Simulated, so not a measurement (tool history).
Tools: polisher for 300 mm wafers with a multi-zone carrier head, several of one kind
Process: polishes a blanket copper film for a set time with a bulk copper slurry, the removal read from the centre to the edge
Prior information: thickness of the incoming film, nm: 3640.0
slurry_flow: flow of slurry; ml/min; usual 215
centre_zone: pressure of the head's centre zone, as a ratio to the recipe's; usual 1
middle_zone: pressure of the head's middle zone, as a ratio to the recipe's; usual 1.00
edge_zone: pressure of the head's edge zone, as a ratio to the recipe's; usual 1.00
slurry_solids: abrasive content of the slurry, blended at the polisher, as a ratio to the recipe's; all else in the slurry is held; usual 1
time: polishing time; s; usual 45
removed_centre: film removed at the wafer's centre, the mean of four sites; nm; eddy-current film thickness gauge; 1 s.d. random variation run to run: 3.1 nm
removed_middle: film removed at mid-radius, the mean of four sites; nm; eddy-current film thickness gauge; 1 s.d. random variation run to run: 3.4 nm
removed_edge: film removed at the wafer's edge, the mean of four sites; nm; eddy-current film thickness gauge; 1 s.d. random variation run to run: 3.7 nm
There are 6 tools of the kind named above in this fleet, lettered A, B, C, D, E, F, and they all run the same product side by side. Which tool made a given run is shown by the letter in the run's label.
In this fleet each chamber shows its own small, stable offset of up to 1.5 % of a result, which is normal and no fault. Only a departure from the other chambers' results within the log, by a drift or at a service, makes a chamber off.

run,hour,slurry_flow,centre_zone,middle_zone,edge_zone,slurry_solids,time,removed_centre,removed_middle,removed_edge
1F,4.4,215,1,1.00,1.00,1,45,280.84,281.99,285.11
# hour 5.8: chamber D: centre zone pressure recalibrated
2C,9.7,215,1,1.00,1.00,1,45,282.91,275.01,274.78
3D,13.5,215,1,1.00,1.00,1,45,274.02,280.57,279.94
4E,18.9,215,1,1.00,1.00,1,45,283.61,279.03,276.90
5A,23.5,215,1,1.00,1.09,1,45,277.41,280.73,286.42
# hour 24.7: chamber D: worn pad replaced by a new one
6B,27.3,215,1,1.00,1.09,1,45,276.75,276.57,288.68
7C,33.5,215,1,1.00,1.09,1,45,277.77,275.79,294.31
8F,38.7,215,1,1.00,1.09,1,45,274.13,279.73,290.46
# hour 43.1: chamber A: slurry nozzle cleaned
9B,45.3,215,1,1.00,1.09,1,45,272.90,271.06,297.32
10D,50.5,215,1,1.00,1.09,1,45,276.69,280.22,290.09
11A,55.5,215,1,1.00,1.00,1,45,278.98,282.68,280.59
12E,62.0,215,1,1.00,1.00,1,45,282.10,282.31,274.25
# hour 64.5: chamber F: slurry nozzle cleaned
# hour 65.1: chamber E: worn pad replaced by a new one
13D,66.2,215,1,1.00,1.00,1,45,276.23,275.18,281.53
# hour 66.9: chamber A: worn pad replaced by a new one
14A,72.9,215,1,1.00,1.00,1,45,282.04,281.38,279.91
# hour 73.0: chamber E: slurry nozzle cleaned
15E,77.6,215,1,1.00,1.00,1,45,289.58,272.17,273.91
16C,83.0,155,1,0.92,1.00,1,45,255.14,244.80,272.72
17B,87.7,155,1,0.92,1.00,1,45,250.15,233.00,261.52
18F,90.7,155,1,0.92,1.00,1,45,260.58,245.25,269.55
19B,95.4,155,1,0.92,1.00,1,45,252.35,236.76,263.18
# hour 96.5: chamber F: worn pad replaced by a new one
# hour 98.7: chamber D: worn pad replaced by a new one
20F,101.6,155,1,0.92,1.00,1,45,263.90,242.00,267.09
21C,106.9,155,1,0.92,1.00,1,45,263.36,250.89,264.69
22D,111.9,215,1,1.00,1.00,1,45,276.90,274.15,280.63
23E,115.0,215,1,1.00,1.00,1,45,283.14,275.84,277.74
# hour 116.1: chamber E: edge zone pressure recalibrated
24A,121.0,215,1,1.00,1.00,1,45,283.13,274.97,281.10
25A,127.7,215,1,1.00,1.00,1,45,275.87,284.71,282.18
26F,130.8,215,1,1.00,1.00,1,45,277.49,280.04,282.41
# hour 132.2: chamber C: worn pad replaced by a new one
27C,136.0,215,1,0.96,1.00,1,51,312.27,309.75,318.31
# hour 137.4: chamber E: worn pad replaced by a new one
28B,142.8,215,1,0.96,1.00,1,51,290.74,274.39,293.97
29D,147.5,215,1,0.96,1.00,1,51,311.91,302.98,319.65
30E,152.1,215,1,0.96,1.00,1,51,316.69,300.83,313.64
# hour 153.8: chamber A: worn pad replaced by a new one
31E,155.3,215,1,0.96,1.00,1,51,321.91,304.81,311.94
32F,159.0,215,1,0.96,1.00,1,51,318.36,302.92,315.82
33C,165.1,215,1,1.00,0.93,1,45,278.90,275.28,268.31
34D,170.4,215,1,1.00,0.93,1,45,287.19,279.58,271.34
35B,175.0,215,1,1.00,0.93,1,45,252.53,243.46,243.46
36A,180.4,215,1,1.00,0.93,1,45,276.35,287.50,271.00
37F,187.2,215,1,1.00,0.93,1,45,278.38,287.43,266.21
38B,194.0,215,1,1.00,0.93,1,45,245.84,243.49,237.31

Read the log: is a single chamber off, either drifting away or since a service, is the gauge that measures every chamber drifting, or is nothing wrong beyond small per-chamber offsets? Name any odd chamber and what most likely caused it.

Little by little, chamber B moves away from the other chambers.
Likeliest cause: removal rate lost through wear of the pad, % = 11.6.

Which of the 4 candidates below, each the usual settings with something changed and its results left as question marks, puts chamber B back in line with what the other chambers give on the usual settings?
Allowed miss from the other chambers' usual-settings mean, per result, to count as in line: removed_centre 11.00 nm; removed_middle 12.00 nm; removed_edge 13.00 nm
39B-1,198.9,225,1.01,1.02,1.00,1.05,57,?,?,?
39B-2,198.9,220,1.01,1.01,1.00,1.00,50,?,?,?
39B-3,198.9,210,0.99,0.97,1.01,0.95,36,?,?,?
39B-4,198.9,210,0.99,0.99,1.00,1.00,40,?,?,?

Average result of the remaining chambers running the usual settings: removed_centre 278.33 nm; removed_middle 277.86 nm; removed_edge 278.67 nm
run,removed_centre,removed_middle,removed_edge
39B-1,318.85,320.32,319.57
39B-2,275.87,274.77,276.85
39B-3,190.84,187.44,197.39
39B-4,214.40,214.51,220.52
With 39B-2, the chamber falls back in line with the rest.

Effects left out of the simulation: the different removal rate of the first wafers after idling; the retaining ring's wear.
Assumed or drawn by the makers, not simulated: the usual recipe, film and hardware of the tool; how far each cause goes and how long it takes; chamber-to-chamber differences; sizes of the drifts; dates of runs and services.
